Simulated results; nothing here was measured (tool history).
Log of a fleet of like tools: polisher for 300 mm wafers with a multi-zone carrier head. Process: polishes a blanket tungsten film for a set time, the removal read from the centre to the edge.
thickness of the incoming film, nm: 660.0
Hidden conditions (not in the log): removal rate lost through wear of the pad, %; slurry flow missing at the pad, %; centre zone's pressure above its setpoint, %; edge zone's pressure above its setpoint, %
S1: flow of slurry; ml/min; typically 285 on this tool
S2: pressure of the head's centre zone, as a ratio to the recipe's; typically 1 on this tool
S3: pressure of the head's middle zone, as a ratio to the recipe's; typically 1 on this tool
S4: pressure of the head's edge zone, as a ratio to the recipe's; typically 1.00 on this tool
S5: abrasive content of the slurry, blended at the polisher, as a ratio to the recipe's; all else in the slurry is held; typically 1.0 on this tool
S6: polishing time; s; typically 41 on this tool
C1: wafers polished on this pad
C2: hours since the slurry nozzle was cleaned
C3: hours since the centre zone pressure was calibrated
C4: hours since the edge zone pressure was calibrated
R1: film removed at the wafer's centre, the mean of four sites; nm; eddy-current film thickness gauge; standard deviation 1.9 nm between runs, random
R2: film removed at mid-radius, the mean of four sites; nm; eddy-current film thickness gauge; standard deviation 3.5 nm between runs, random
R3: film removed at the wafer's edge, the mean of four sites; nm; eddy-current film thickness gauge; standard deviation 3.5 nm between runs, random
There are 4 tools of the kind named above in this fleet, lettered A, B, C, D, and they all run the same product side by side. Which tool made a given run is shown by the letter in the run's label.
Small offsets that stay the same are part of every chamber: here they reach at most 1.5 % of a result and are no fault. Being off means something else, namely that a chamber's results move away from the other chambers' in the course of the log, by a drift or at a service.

{"run": "1B", "day": 0.175, "S1": 285, "S2": 1, "S3": 1, "S4": 1.0, "S5": 1.0, "S6": 41, "C1": 254, "C2": 215.6, "C3": 682.1, "C4": 221.4, "R1": 252.55, "R2": 260.34, "R3": 251.92}
{"run": "2C", "day": 0.329, "S1": 285, "S2": 1, "S3": 1, "S4": 1.0, "S5": 1.0, "S6": 41, "C1": 680, "C2": 274.8, "C3": 1108.9, "C4": 165.5, "R1": 255.86, "R2": 255.59, "R3": 264.8}
{"day": 0.475, "done": "chamber C: worn pad replaced by a new one"}
{"run": "3D", "day": 0.475, "S1": 285, "S2": 1, "S3": 1, "S4": 1.0, "S5": 1.0, "S6": 41, "C1": 340, "C2": 401.9, "C3": 155.9, "C4": 100.2, "R1": 258.63, "R2": 261.56, "R3": 252.66}
{"run": "4A", "day": 0.617, "S1": 285, "S2": 1, "S3": 1, "S4": 1.0, "S5": 1.0, "S6": 41, "C1": 329, "C2": 39.5, "C3": 217.9, "C4": 276.4, "R1": 255.01, "R2": 248.46, "R3": 258.5}
{"run": "5D", "day": 0.704, "S1": 285, "S2": 1, "S3": 1, "S4": 0.93, "S5": 0.8, "S6": 41, "C1": 424, "C2": 407.4, "C3": 161.4, "C4": 105.7, "R1": 243.95, "R2": 247.62, "R3": 235.04}
{"run": "6A", "day": 0.842, "S1": 285, "S2": 1, "S3": 1, "S4": 0.93, "S5": 0.8, "S6": 41, "C1": 412, "C2": 44.9, "C3": 223.3, "C4": 281.8, "R1": 243.83, "R2": 241.52, "R3": 226.94}
{"run": "7C", "day": 0.929, "S1": 285, "S2": 1, "S3": 1, "S4": 0.93, "S5": 0.8, "S6": 41, "C1": 167, "C2": 289.2, "C3": 1123.3, "C4": 179.9, "R1": 241.91, "R2": 245.02, "R3": 235.68}
{"run": "8B", "day": 1.108, "S1": 285, "S2": 1, "S3": 1, "S4": 0.93, "S5": 0.8, "S6": 41, "C1": 597, "C2": 238.0, "C3": 704.5, "C4": 243.8, "R1": 237.87, "R2": 238.13, "R3": 230.66}
{"run": "9B", "day": 1.238, "S1": 285, "S2": 1, "S3": 1, "S4": 1.0, "S5": 1.0, "S6": 41, "C1": 645, "C2": 241.1, "C3": 707.6, "C4": 246.9, "R1": 255.41, "R2": 252.9, "R3": 253.73}
{"day": 1.312, "done": "chamber D: worn pad replaced by a new one"}
{"run": "10C", "day": 1.325, "S1": 285, "S2": 1, "S3": 1, "S4": 1.0, "S5": 1.0, "S6": 41, "C1": 313, "C2": 298.7, "C3": 1132.8, "C4": 189.4, "R1": 260.47, "R2": 257.94, "R3": 267.81}
{"day": 1.388, "done": "chamber A: worn pad replaced by a new one"}
{"run": "11A", "day": 1.421, "S1": 285, "S2": 1, "S3": 1, "S4": 1.0, "S5": 1.0, "S6": 41, "C1": 12, "C2": 58.8, "C3": 237.2, "C4": 295.7, "R1": 254.2, "R2": 254.21, "R3": 257.91}
{"run": "12D", "day": 1.588, "S1": 285, "S2": 1, "S3": 1, "S4": 1.0, "S5": 1.0, "S6": 52, "C1": 102, "C2": 428.6, "C3": 182.6, "C4": 126.9, "R1": 327.08, "R2": 325.61, "R3": 327.04}
{"run": "13D", "day": 1.704, "S1": 285, "S2": 1, "S3": 1, "S4": 1.0, "S5": 1.0, "S6": 52, "C1": 145, "C2": 431.4, "C3": 185.4, "C4": 129.7, "R1": 325.27, "R2": 321.39, "R3": 326.88}
{"run": "14C", "day": 1.854, "S1": 285, "S2": 1, "S3": 1, "S4": 1.0, "S5": 1.0, "S6": 52, "C1": 507, "C2": 311.4, "C3": 1145.5, "C4": 202.1, "R1": 321.89, "R2": 325.43, "R3": 319.47}
{"run": "15B", "day": 1.971, "S1": 285, "S2": 1, "S3": 1, "S4": 1.0, "S5": 1.0, "S6": 52, "C1": 914, "C2": 258.7, "C3": 725.2, "C4": 264.5, "R1": 319.11, "R2": 329.55, "R3": 324.51}
{"run": "16A", "day": 2.067, "S1": 285, "S2": 1, "S3": 1, "S4": 1.0, "S5": 1.0, "S6": 41, "C1": 249, "C2": 74.3, "C3": 252.7, "C4": 311.2, "R1": 254.82, "R2": 265.2, "R3": 252.22}
{"run": "17B", "day": 2.204, "S1": 285, "S2": 1, "S3": 1, "S4": 1.0, "S5": 1.0, "S6": 41, "C1": 1000, "C2": 264.3, "C3": 730.8, "C4": 270.1, "R1": 252.96, "R2": 261.79, "R3": 254.08}
{"run": "18C", "day": 2.325, "S1": 285, "S2": 1, "S3": 1, "S4": 1.0, "S5": 1.0, "S6": 41, "C1": 680, "C2": 322.7, "C3": 1156.8, "C4": 213.4, "R1": 258.91, "R2": 261.62, "R3": 253.85}
{"run": "19A", "day": 2.442, "S1": 285, "S2": 1, "S3": 1, "S4": 1.0, "S5": 1.0, "S6": 41, "C1": 387, "C2": 83.3, "C3": 261.7, "C4": 320.2, "R1": 250.86, "R2": 258.01, "R3": 257.37}
{"run": "20D", "day": 2.538, "S1": 285, "S2": 1, "S3": 1, "S4": 1.0, "S5": 1.0, "S6": 41, "C1": 451, "C2": 451.4, "C3": 205.4, "C4": 149.7, "R1": 258.73, "R2": 257.2, "R3": 258.18}
{"day": 2.592, "done": "chamber B: worn pad replaced by a new one"}
{"run": "21A", "day": 2.629, "S1": 285, "S2": 1, "S3": 1, "S4": 1.0, "S5": 1.0, "S6": 41, "C1": 456, "C2": 87.8, "C3": 266.2, "C4": 324.7, "R1": 256.37, "R2": 257.42, "R3": 256.54}
{"day": 2.704, "done": "chamber C: worn pad replaced by a new one"}
{"run": "22D", "day": 2.742, "S1": 285, "S2": 1, "S3": 1, "S4": 1.0, "S5": 1.0, "S6": 41, "C1": 526, "C2": 456.3, "C3": 210.3, "C4": 154.6, "R1": 255.24, "R2": 254.25, "R3": 257.18}
{"day": 2.875, "done": "chamber B: slurry nozzle cleaned"}
{"run": "23C", "day": 2.929, "S1": 285, "S2": 1, "S3": 1, "S4": 1.0, "S5": 1.0, "S6": 41, "C1": 83, "C2": 337.2, "C3": 1171.3, "C4": 227.9, "R1": 256.87, "R2": 258.64, "R3": 257.88}
{"run": "24B", "day": 3.042, "S1": 285, "S2": 1, "S3": 1, "S4": 1.0, "S5": 1.0, "S6": 41, "C1": 165, "C2": 4.0, "C3": 750.9, "C4": 290.2, "R1": 251.05, "R2": 254.54, "R3": 254.54}
{"day": 3.058, "done": "chamber D: worn pad replaced by a new one"}
{"run": "25C", "day": 3.229, "S1": 285, "S2": 1, "S3": 1, "S4": 1.0, "S5": 1.0, "S6": 41, "C1": 193, "C2": 344.4, "C3": 1178.5, "C4": 235.1, "R1": 254.37, "R2": 253.21, "R3": 256.21}
{"run": "26D", "day": 3.329, "S1": 285, "S2": 1, "S3": 1, "S4": 1.0, "S5": 1.0, "S6": 41, "C1": 100, "C2": 470.4, "C3": 224.4, "C4": 168.7, "R1": 257.97, "R2": 257.0, "R3": 254.16}

Each of the 4 chambers runs these same settings next. Fill in every chamber's results:
{"run": "27A", "day": 3.462, "S1": 285, "S2": 1, "S3": 1, "S4": 1.0, "S5": 1.0, "S6": 41, "R1": "?", "R2": "?", "R3": "?"}
{"run": "27B", "day": 3.462, "S1": 285, "S2": 1, "S3": 1, "S4": 1.0, "S5": 1.0, "S6": 41, "R1": "?", "R2": "?", "R3": "?"}
{"run": "27C", "day": 3.462, "S1": 285, "S2": 1, "S3": 1, "S4": 1.0, "S5": 1.0, "S6": 41, "R1": "?", "R2": "?", "R3": "?"}
{"run": "27D", "day": 3.462, "S1": 285, "S2": 1, "S3": 1, "S4": 1.0, "S5": 1.0, "S6": 41, "R1": "?", "R2": "?", "R3": "?"}

run=27A R1=254.78 R2=258.65 R3=249.67
run=27B R1=250.22 R2=252.61 R3=254.89
run=27C R1=257.98 R2=253.63 R3=249.43
run=27D R1=253.89 R2=258.17 R3=258.19

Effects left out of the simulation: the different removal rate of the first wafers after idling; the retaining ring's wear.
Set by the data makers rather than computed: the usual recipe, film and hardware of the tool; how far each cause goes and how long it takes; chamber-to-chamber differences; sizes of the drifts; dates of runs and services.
